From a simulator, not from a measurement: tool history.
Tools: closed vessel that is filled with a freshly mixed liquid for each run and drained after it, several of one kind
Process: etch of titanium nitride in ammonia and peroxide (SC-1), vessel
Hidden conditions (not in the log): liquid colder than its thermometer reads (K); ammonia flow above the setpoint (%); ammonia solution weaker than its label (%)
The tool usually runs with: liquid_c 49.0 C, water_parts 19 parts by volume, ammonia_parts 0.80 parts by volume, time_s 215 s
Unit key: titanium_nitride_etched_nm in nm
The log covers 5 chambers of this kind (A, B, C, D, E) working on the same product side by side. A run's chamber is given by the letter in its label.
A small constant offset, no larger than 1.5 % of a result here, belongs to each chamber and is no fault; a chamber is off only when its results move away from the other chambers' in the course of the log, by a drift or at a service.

| run | hour | liquid_c | water_parts | ammonia_parts | time_s | hours since the thermometer was replaced | hours since the ammonia flow meter was replaced | hours since the drum of ammonia solution was connected | read-back film thickness of the titanium nitride reference wafer, read on the same gauge (nm) | titanium_nitride_etched_nm |
|---|---|---|---|---|---|---|---|---|---|---|
| 1E | 6.8 | 49.0 | 19 | 0.80 | 215 | 914.2 | 663.4 | 683.0 | 99.926 | 8.0765 |
| 2D | 18.4 | 49.0 | 19 | 0.80 | 215 | 1165.7 | 481.7 | 192.1 | 100.030 | 8.1319 |
| 3A | 25.9 | 49.0 | 19 | 0.80 | 215 | 933.8 | 953.8 | 328.3 | 99.977 | 7.9496 |
| 4C | 35.5 | 49.0 | 19 | 0.80 | 215 | 2297.5 | 392.9 | 158.4 | 99.963 | 8.0437 |
| 5B | 45.6 | 49.0 | 19 | 0.80 | 215 | 790.5 | 1063.3 | 719.0 | 99.973 | 7.9292 |
| 6E | 56.9 | 49.0 | 19 | 0.80 | 215 | 964.3 | 713.5 | 733.1 | 100.040 | 8.1100 |
|  | 59.4 | chamber A: new drum of ammonia solution connected |
| 7A | 64.4 | 49.0 | 19 | 0.80 | 215 | 972.3 | 992.3 | 5.0 | 100.040 | 7.9500 |
| 8B | 70.3 | 49.0 | 19 | 0.80 | 215 | 815.2 | 1088.0 | 743.7 | 99.998 | 7.9921 |
| 9C | 77.7 | 49.0 | 19 | 0.80 | 215 | 2339.7 | 435.1 | 200.6 | 99.992 | 7.9547 |
| 10D | 85.0 | 53.5 | 19 | 0.80 | 165 | 1232.3 | 548.3 | 258.7 | 100.020 | 8.4655 |
| 11D | 95.3 | 53.5 | 19 | 0.80 | 165 | 1242.6 | 558.6 | 269.0 | 100.040 | 8.4857 |
| 12A | 107.1 | 53.5 | 19 | 0.80 | 165 | 1015.0 | 1035.0 | 47.7 | 99.992 | 8.3948 |
| 13E | 115.7 | 53.5 | 19 | 0.80 | 165 | 1023.1 | 772.3 | 791.9 | 99.985 | 8.4988 |
| 14B | 125.6 | 53.5 | 19 | 0.80 | 165 | 870.5 | 1143.3 | 799.0 | 99.982 | 8.3962 |
| 15C | 137.8 | 55.0 | 19 | 0.45 | 215 | 2399.8 | 495.2 | 260.7 | 100.060 | 10.8500 |
|  | 140.1 | chamber C: thermometer replaced |
| 16C | 150.6 | 55.0 | 19 | 0.45 | 215 | 10.5 | 508.0 | 273.5 | 100.030 | 10.8320 |
| 17D | 159.0 | 55.0 | 19 | 0.45 | 215 | 1306.3 | 622.3 | 332.7 | 100.000 | 11.0790 |
| 18E | 169.0 | 55.0 | 19 | 0.45 | 215 | 1076.4 | 825.6 | 845.2 | 100.020 | 10.8760 |
| 19A | 176.3 | 55.0 | 19 | 0.45 | 215 | 1084.2 | 1104.2 | 116.9 | 99.971 | 10.9320 |
| 20B | 182.0 | 49.0 | 19 | 0.80 | 215 | 926.9 | 1199.7 | 855.4 | 100.010 | 7.9195 |
|  | 188.6 | chamber B: new drum of ammonia solution connected |
| 21E | 193.2 | 49.0 | 19 | 0.80 | 215 | 1100.6 | 849.8 | 869.4 | 99.985 | 8.0915 |
| 22D | 202.6 | 49.0 | 19 | 0.80 | 215 | 1349.9 | 665.9 | 376.3 | 99.971 | 8.1852 |
|  | 206.4 | chamber E: new drum of ammonia solution connected |
| 23B | 210.0 | 49.0 | 19 | 0.80 | 215 | 954.9 | 1227.7 | 21.4 | 100.010 | 7.8310 |
| 24C | 222.7 | 49.0 | 19 | 0.80 | 215 | 82.6 | 580.1 | 345.6 | 99.999 | 7.9908 |
| 25A | 228.7 | 49.0 | 19 | 0.80 | 215 | 1136.6 | 1156.6 | 169.3 | 99.969 | 7.9446 |
| 26B | 238.5 | 49.0 | 28 | 0.80 | 215 | 983.4 | 1256.2 | 49.9 | 100.020 | 6.2530 |
| 27A | 251.2 | 49.0 | 28 | 0.80 | 215 | 1159.1 | 1179.1 | 191.8 | 99.997 | 6.4753 |
| 28E | 259.4 | 49.0 | 28 | 0.80 | 215 | 1166.8 | 916.0 | 53.0 | 100.010 | 6.5208 |
| 29C | 272.0 | 49.0 | 28 | 0.80 | 215 | 131.9 | 629.4 | 394.9 | 99.976 | 6.4340 |
| 30D | 280.3 | 49.0 | 28 | 0.80 | 215 | 1427.6 | 743.6 | 454.0 | 100.030 | 6.5518 |
| 31A | 291.5 | 49.0 | 19 | 0.80 | 215 | 1199.4 | 1219.4 | 232.1 | 100.020 | 7.9959 |
| 32C | 304.1 | 49.0 | 19 | 0.80 | 215 | 164.0 | 661.5 | 427.0 | 99.983 | 7.8967 |
| 33B | 315.7 | 58.5 | 19 | 0.80 | 215 | 1060.6 | 1333.4 | 127.1 | 100.020 | 14.7540 |
|  | 316.6 | chamber C: new drum of ammonia solution connected |
| 34D | 326.8 | 58.5 | 19 | 0.80 | 215 | 1474.1 | 790.1 | 500.5 | 99.949 | 15.4950 |
| 35E | 334.3 | 58.5 | 19 | 0.80 | 215 | 1241.7 | 990.9 | 127.9 | 99.993 | 15.5130 |
| 36C | 344.7 | 58.5 | 19 | 0.80 | 215 | 204.6 | 702.1 | 28.2 | 100.040 | 15.0650 |

The same settings go to every chamber for the next run, one line per chamber below. Forecast the results for each:
| 37A | 354.2 | 49.0 | 19 | 0.80 | 215 |  |  |  |  | ? |
| 37B | 354.2 | 49.0 | 19 | 0.80 | 215 |  |  |  |  | ? |
| 37C | 354.2 | 49.0 | 19 | 0.80 | 215 |  |  |  |  | ? |
| 37D | 354.2 | 49.0 | 19 | 0.80 | 215 |  |  |  |  | ? |
| 37E | 354.2 | 49.0 | 19 | 0.80 | 215 |  |  |  |  | ? |

| run | titanium_nitride_etched_nm |
|---|---|
| 37A | 8.0030 |
| 37B | 7.5289 |
| 37C | 8.0147 |
| 37D | 8.1824 |
| 37E | 8.0184 |
